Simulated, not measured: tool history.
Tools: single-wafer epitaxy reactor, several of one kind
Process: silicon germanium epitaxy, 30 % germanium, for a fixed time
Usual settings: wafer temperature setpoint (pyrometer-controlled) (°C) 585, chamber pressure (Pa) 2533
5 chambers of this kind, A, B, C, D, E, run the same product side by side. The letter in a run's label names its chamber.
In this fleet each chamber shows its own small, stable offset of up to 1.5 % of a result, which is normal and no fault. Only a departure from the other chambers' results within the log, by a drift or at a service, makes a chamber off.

run	hour	wafer temperature setpoint (pyrometer-controlled) (°C)	chamber pressure (Pa)	read-back reference wafer on the same gauge, thickness_nm	mean film thickness on the monitor wafer (nm)
1C	5.1	585	2533	45.429	44.065
2B	9.7	585	2533	45.446	43.956
3D	12.4	585	2533	45.409	44.101
4E	15.2	585	2533	45.413	43.799
5A	18.4	585	2533	45.420	43.349
6D	23.3	598	2253	45.400	52.572
7C	27.6	598	2253	45.409	53.887
8E	30.0	598	2253	45.435	53.371
# hour 33.9: chamber A: capacitance manometer re-zeroed and calibrated
9A	35.0	598	2253	45.389	52.866
10B	37.7	598	2253	45.419	53.520
11B	42.1	585	2533	45.442	43.924
12A	45.7	585	2533	45.371	43.774
13C	49.6	585	2533	45.423	44.337
14D	54.4	585	2533	45.399	43.466
15E	59.2	585	2533	45.407	43.955
16E	64.5	585	2533	45.410	43.735
17D	68.5	585	2533	45.318	43.750
# hour 69.0: chamber B: pyrometer calibrated
18B	71.3	578	2533	45.359	40.433
19C	75.0	578	2533	45.363	38.806
20A	79.4	578	2533	45.392	38.008
21A	82.8	578	2533	45.423	37.994
22B	85.9	578	2533	45.394	40.678
23C	89.7	585	2533	45.440	44.164
24E	94.2	590	2533	45.394	48.294
25D	96.5	590	2533	45.432	48.256
26A	101.0	590	2533	45.351	47.942
27C	105.2	590	2533	45.391	48.492
28E	109.7	590	2533	45.405	48.096
29B	114.2	585	2533	45.394	46.068
30D	117.3	572	2840	45.386	35.464
31E	122.6	572	2840	45.414	35.622
32B	124.9	572	2840	45.436	37.455
33A	129.6	572	2840	45.397	35.679
34C	133.2	572	2840	45.473	36.221

Is one chamber out of step, is the gauge drifting, or do the chambers differ by no more than their own small offsets? For an off chamber, give its letter and the likeliest cause.

Chamber B has stood off from the others ever since a service on it.
Cause: wafer temperature above the value expected at the setpoint (K) = 2.86.

Below are 4 candidate recipes for chamber B's next run, each the usual settings with a change, their results shown as question marks. Which of them brings B's results back in line with what the other chambers give on the usual settings?
A result is in line if it is within this distance of the other chambers' mean on the usual settings: mean film thickness on the monitor wafer (nm) 0.810
35B-1	137.0	588	2533		?
35B-2	137.0	585	2186		?
35B-3	137.0	584	2520		?
35B-4	137.0	586	2546		?

What the other chambers average on the usual settings: mean film thickness on the monitor wafer (nm) 43.796
run	mean film thickness on the monitor wafer (nm)
35B-1	48.885
35B-2	43.597
35B-3	45.266
35B-4	47.192
35B-2 puts the chamber back in line with the other chambers.
